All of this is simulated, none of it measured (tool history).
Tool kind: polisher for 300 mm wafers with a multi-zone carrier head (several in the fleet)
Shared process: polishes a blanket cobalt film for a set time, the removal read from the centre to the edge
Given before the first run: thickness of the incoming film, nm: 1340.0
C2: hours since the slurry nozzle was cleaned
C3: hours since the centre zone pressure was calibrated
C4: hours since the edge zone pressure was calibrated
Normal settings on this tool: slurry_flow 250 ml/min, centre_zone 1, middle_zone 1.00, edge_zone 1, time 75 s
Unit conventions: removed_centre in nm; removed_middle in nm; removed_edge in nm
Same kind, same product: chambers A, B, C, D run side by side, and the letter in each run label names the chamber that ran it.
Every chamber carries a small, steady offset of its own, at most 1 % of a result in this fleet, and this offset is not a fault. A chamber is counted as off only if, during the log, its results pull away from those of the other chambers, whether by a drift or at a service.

Run 1B, day 0.371: usual settings; wafers polished on this pad 233; C2 68.9; C3 227.0; C4 1074.2. Result: removed_centre 200.83 nm, removed_middle 198.15 nm, removed_edge 196.42 nm.
Run 2D, day 0.612: usual settings; wafers polished on this pad 1180; C2 82.0; C3 352.3; C4 317.6. Result: removed_centre 196.09 nm, removed_middle 197.90 nm, removed_edge 200.95 nm.
Run 3C, day 0.871: usual settings; wafers polished on this pad 396; C2 256.3; C3 51.9; C4 721.2. Result: removed_centre 195.67 nm, removed_middle 200.87 nm, removed_edge 194.06 nm.
Run 4A, day 1.125: usual settings; wafers polished on this pad 227; C2 179.9; C3 380.9; C4 44.3. Result: removed_centre 200.20 nm, removed_middle 196.50 nm, removed_edge 191.28 nm.
At day 1.267: chamber D: worn pad replaced by a new one.
Run 5D, day 1.454: usual settings; wafers polished on this pad 31; C2 102.2; C3 372.5; C4 337.8. Result: removed_centre 200.39 nm, removed_middle 197.92 nm, removed_edge 197.13 nm.
Run 6C, day 1.662: usual settings; wafers polished on this pad 528; C2 275.3; C3 70.9; C4 740.2. Result: removed_centre 201.36 nm, removed_middle 196.75 nm, removed_edge 195.67 nm.
Run 7B, day 1.892: usual settings; wafers polished on this pad 487; C2 105.4; C3 263.5; C4 1110.7. Result: removed_centre 193.88 nm, removed_middle 198.16 nm, removed_edge 196.28 nm.
Run 8A, day 2.204: usual settings; wafers polished on this pad 407; C2 205.8; C3 406.8; C4 70.2. Result: removed_centre 201.24 nm, removed_middle 199.25 nm, removed_edge 192.17 nm.
Run 9D, day 2.442: usual settings; wafers polished on this pad 196; C2 125.9; C3 396.2; C4 361.5. Result: removed_centre 192.33 nm, removed_middle 193.39 nm, removed_edge 198.55 nm.
Run 10C, day 2.775: usual settings; wafers polished on this pad 714; C2 302.0; C3 97.6; C4 766.9. Result: removed_centre 196.22 nm, removed_middle 201.22 nm, removed_edge 197.14 nm.
At day 2.854: chamber B: edge zone pressure recalibrated.
Run 11B, day 2.946: usual settings; wafers polished on this pad 663; C2 130.7; C3 288.8; C4 2.3. Result: removed_centre 194.29 nm, removed_middle 195.56 nm, removed_edge 197.94 nm.
Run 12A, day 3.254: usual settings; wafers polished on this pad 582; C2 231.0; C3 432.0; C4 95.4. Result: removed_centre 201.01 nm, removed_middle 203.81 nm, removed_edge 195.11 nm.
At day 3.396: chamber B: worn pad replaced by a new one.
Run 13B, day 3.479: usual settings; wafers polished on this pad 14; C2 143.5; C3 301.6; C4 15.1. Result: removed_centre 201.07 nm, removed_middle 200.21 nm, removed_edge 198.08 nm.
Run 14C, day 3.642: usual settings; wafers polished on this pad 858; C2 322.8; C3 118.4; C4 787.7. Result: removed_centre 193.40 nm, removed_middle 201.65 nm, removed_edge 195.56 nm.
At day 3.783: chamber C: worn pad replaced by a new one.
Run 15D, day 3.921: usual settings; wafers polished on this pad 442; C2 161.4; C3 431.7; C4 397.0. Result: removed_centre 193.09 nm, removed_middle 192.86 nm, removed_edge 197.86 nm.
Run 16A, day 4.221: usual settings; wafers polished on this pad 743; C2 254.2; C3 455.2; C4 118.6. Result: removed_centre 198.44 nm, removed_middle 196.76 nm, removed_edge 195.84 nm.
Run 17A, day 4.583: usual settings; wafers polished on this pad 803; C2 262.9; C3 463.9; C4 127.3. Result: removed_centre 202.97 nm, removed_middle 197.86 nm, removed_edge 196.63 nm.
Run 18D, day 4.879: usual settings; wafers polished on this pad 602; C2 184.4; C3 454.7; C4 420.0. Result: removed_centre 193.80 nm, removed_middle 197.13 nm, removed_edge 199.21 nm.
Run 19C, day 5.121: usual settings; wafers polished on this pad 223; C2 358.3; C3 153.9; C4 823.2. Result: removed_centre 190.14 nm, removed_middle 197.82 nm, removed_edge 199.63 nm.
At day 5.217: chamber C: slurry nozzle cleaned.
Run 20B, day 5.288: usual settings; wafers polished on this pad 315; C2 186.9; C3 345.0; C4 58.5. Result: removed_centre 198.33 nm, removed_middle 197.85 nm, removed_edge 198.68 nm.
Run 21D, day 5.529: usual settings; wafers polished on this pad 711; C2 200.0; C3 470.3; C4 435.6. Result: removed_centre 197.17 nm, removed_middle 196.04 nm, removed_edge 200.49 nm.
Run 22C, day 5.729: usual settings; wafers polished on this pad 324; C2 12.4; C3 168.5; C4 837.8. Result: removed_centre 197.81 nm, removed_middle 192.75 nm, removed_edge 197.39 nm.
Run 23A, day 5.983: usual settings but middle_zone 1.05, time 50 s; wafers polished on this pad 1037; C2 296.5; C3 497.5; C4 160.9. Result: removed_centre 133.91 nm, removed_middle 136.64 nm, removed_edge 131.35 nm.
At day 6.117: chamber D: centre zone pressure recalibrated.
Run 24B, day 6.238: usual settings but middle_zone 1.05, time 50 s; wafers polished on this pad 474; C2 209.7; C3 367.8; C4 81.3. Result: removed_centre 129.62 nm, removed_middle 136.20 nm, removed_edge 133.05 nm.
Run 25A, day 6.488: usual settings but middle_zone 1.05, time 50 s; wafers polished on this pad 1121; C2 308.6; C3 509.6; C4 173.0. Result: removed_centre 128.71 nm, removed_middle 135.10 nm, removed_edge 131.15 nm.
Run 26C, day 6.671: usual settings but middle_zone 1.05, time 50 s; wafers polished on this pad 481; C2 35.0; C3 191.1; C4 860.4. Result: removed_centre 132.85 nm, removed_middle 138.75 nm, removed_edge 131.55 nm.
Run 27D, day 7.038: usual settings; wafers polished on this pad 962; C2 236.2; C3 22.1; C4 471.8. Result: removed_centre 169.41 nm, removed_middle 196.64 nm, removed_edge 200.52 nm.
At day 7.121: chamber A: worn pad replaced by a new one.
Run 28B, day 7.400: usual settings; wafers polished on this pad 668; C2 237.6; C3 395.7; C4 109.2. Result: removed_centre 200.36 nm, removed_middle 195.33 nm, removed_edge 195.16 nm.
Run 29C, day 7.596: usual settings; wafers polished on this pad 635; C2 57.2; C3 213.3; C4 882.6. Result: removed_centre 199.25 nm, removed_middle 195.50 nm, removed_edge 197.20 nm.
Run 30A, day 7.867: usual settings; wafers polished on this pad 124; C2 341.7; C3 542.7; C4 206.1. Result: removed_centre 197.72 nm, removed_middle 194.65 nm, removed_edge 194.29 nm.
Run 31D, day 8.042: usual settings; wafers polished on this pad 1129; C2 260.3; C3 46.2; C4 495.9. Result: removed_centre 178.62 nm, removed_middle 195.88 nm, removed_edge 199.03 nm.
Run 32B, day 8.221: usual settings but slurry_flow 300 ml/min, middle_zone 1.10; wafers polished on this pad 805; C2 257.3; C3 415.4; C4 128.9. Result: removed_centre 196.74 nm, removed_middle 217.83 nm, removed_edge 199.51 nm.
Run 33B, day 8.533: usual settings but slurry_flow 300 ml/min, middle_zone 1.10; wafers polished on this pad 857; C2 264.8; C3 422.9; C4 136.4. Result: removed_centre 203.83 nm, removed_middle 215.37 nm, removed_edge 197.94 nm.
Run 34D, day 8.842: usual settings but slurry_flow 300 ml/min, middle_zone 1.10; wafers polished on this pad 1263; C2 279.5; C3 65.4; C4 515.1. Result: removed_centre 173.79 nm, removed_middle 214.07 nm, removed_edge 203.32 nm.
At day 9.067: chamber C: worn pad replaced by a new one.
Run 35C, day 9.104: usual settings but slurry_flow 300 ml/min, middle_zone 1.10; wafers polished on this pad 6; C2 93.4; C3 249.5; C4 918.8. Result: removed_centre 199.75 nm, removed_middle 216.56 nm, removed_edge 195.14 nm.
Run 36A, day 9.383: usual settings; wafers polished on this pad 377; C2 378.1; C3 579.1; C4 242.5. Result: removed_centre 206.12 nm, removed_middle 194.60 nm, removed_edge 194.31 nm.
Run 37A, day 9.733: usual settings; wafers polished on this pad 435; C2 386.5; C3 587.5; C4 250.9. Result: removed_centre 195.47 nm, removed_middle 201.17 nm, removed_edge 199.12 nm.

Is one chamber off against the others, does the gauge drift, or is nothing wrong? If a chamber is off, say which, and what the likeliest cause is.

A service left chamber D off against the others.
Most likely cause: centre zone's pressure below its setpoint, % = 10.4.

Below are 4 candidate recipes for chamber D's next run, each the usual settings with a change, their results shown as question marks. Which of them brings D's results back in line with what the other chambers give on the usual settings?
Maximum distance from the other chambers' mean on the usual settings for a result to count as in line: removed_centre 10.00 nm; removed_middle 9.20 nm; removed_edge 6.90 nm
Run 38D-1, day 10.000: usual settings but slurry_flow 245 ml/min, centre_zone 0.96, edge_zone 1.02. Result: removed_centre ?, removed_middle ?, removed_edge ?.
Run 38D-2, day 10.000: usual settings but slurry_flow 260 ml/min, centre_zone 1.11, edge_zone 0.95, time 76 s. Result: removed_centre ?, removed_middle ?, removed_edge ?.
Run 38D-3, day 10.000: usual settings but slurry_flow 240 ml/min, centre_zone 0.89, edge_zone 1.05, time 74 s. Result: removed_centre ?, removed_middle ?, removed_edge ?.
Run 38D-4, day 10.000: usual settings but slurry_flow 255 ml/min, centre_zone 1.04, edge_zone 0.98. Result: removed_centre ?, removed_middle ?, removed_edge ?.

The other chambers' mean on the usual settings: removed_centre 197.51 nm; removed_middle 197.04 nm; removed_edge 195.78 nm
  run  removed_centre  removed_middle  removed_edge
38D-1          163.22          194.65        199.48
38D-2          195.58          198.59        195.95
38D-3          147.61          191.60        199.46
38D-4          179.26          195.57        196.12
It is 38D-2 that realigns the chamber with its peers.
